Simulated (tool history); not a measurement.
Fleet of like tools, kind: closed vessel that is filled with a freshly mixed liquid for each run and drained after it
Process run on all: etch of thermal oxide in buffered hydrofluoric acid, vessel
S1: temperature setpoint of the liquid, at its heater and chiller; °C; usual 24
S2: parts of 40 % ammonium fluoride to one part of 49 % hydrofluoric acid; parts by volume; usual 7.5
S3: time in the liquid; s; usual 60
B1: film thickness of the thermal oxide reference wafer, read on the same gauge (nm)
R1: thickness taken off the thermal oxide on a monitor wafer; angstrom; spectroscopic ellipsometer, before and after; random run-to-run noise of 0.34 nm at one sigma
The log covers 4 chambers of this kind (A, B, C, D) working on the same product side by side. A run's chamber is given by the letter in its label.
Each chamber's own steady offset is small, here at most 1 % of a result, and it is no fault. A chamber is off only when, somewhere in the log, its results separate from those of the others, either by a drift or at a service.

run	hour	S1	S2	S3	B1	R1
1A	8.5	24	7.5	60	120.04	899.92
2C	17.6	24	7.5	60	120.01	904.37
3B	26.5	24	7.5	60	120.07	901.13
4D	36.3	24	7.5	60	120.04	902.65
5B	42.8	24	9.5	40	119.98	473.4
6C	49.6	24	9.5	40	119.99	476.05
7D	55.9	24	9.5	40	120.03	477.77
8A	62.8	24	9.5	40	120.03	475.48
# hour 67.1: chamber B: thermometer replaced
9C	70.4	28	7.5	40	120.01	751.09
10D	76.9	28	7.5	40	119.99	749.84
11B	84.9	28	7.5	40	120.04	739.51
12A	95.7	28	7.5	40	120.02	743.48
13C	103.8	24	7.5	60	120.04	903.28
14B	109.9	24	7.5	60	120.02	898.8
15D	120	24	7.5	60	119.98	902.33
16A	130.1	24	7.5	60	119.99	894.62
17D	139.8	24	7.5	60	120.01	906.47
18A	145.9	24	7.5	60	120	896.15
19B	153	24	7.5	60	120.03	894.17
20C	161.3	24	7.5	60	120.01	903.09
21A	168.8	24	7.5	60	120	899.18
22D	175.2	24	7.5	60	119.97	905.63
23B	182.1	27	7.5	60	120	1053
# hour 190: chamber D: hydrofluoric acid flow meter replaced
24C	190.6	27	7.5	60	119.97	1064.7
25A	200	27	7.5	60	119.97	1065.7
26C	205.5	27	7.5	60	120.03	1059.2
27B	214.4	24	7.5	60	120	901.47
28D	222.6	24	7.5	60	120.01	903.64
29D	232	24	7.5	60	119.94	901.16
30B	238.1	24	7.5	60	120.01	896.73
31C	247.6	24	7.5	60	120.04	900.62
32A	254.9	24	7.5	60	120	903.01
33C	265.5	24	7.5	60	120.05	904.08
34D	276.6	24	7.5	60	120	896.95

Has any chamber moved away from the others, gradually or after a service, or does the common gauge drift, or do the chambers differ only by their own small steady offsets? State the chamber and the most likely cause if one applies.

Nothing is wrong: each chamber keeps only its own small, steady offset and the gauge holds still.
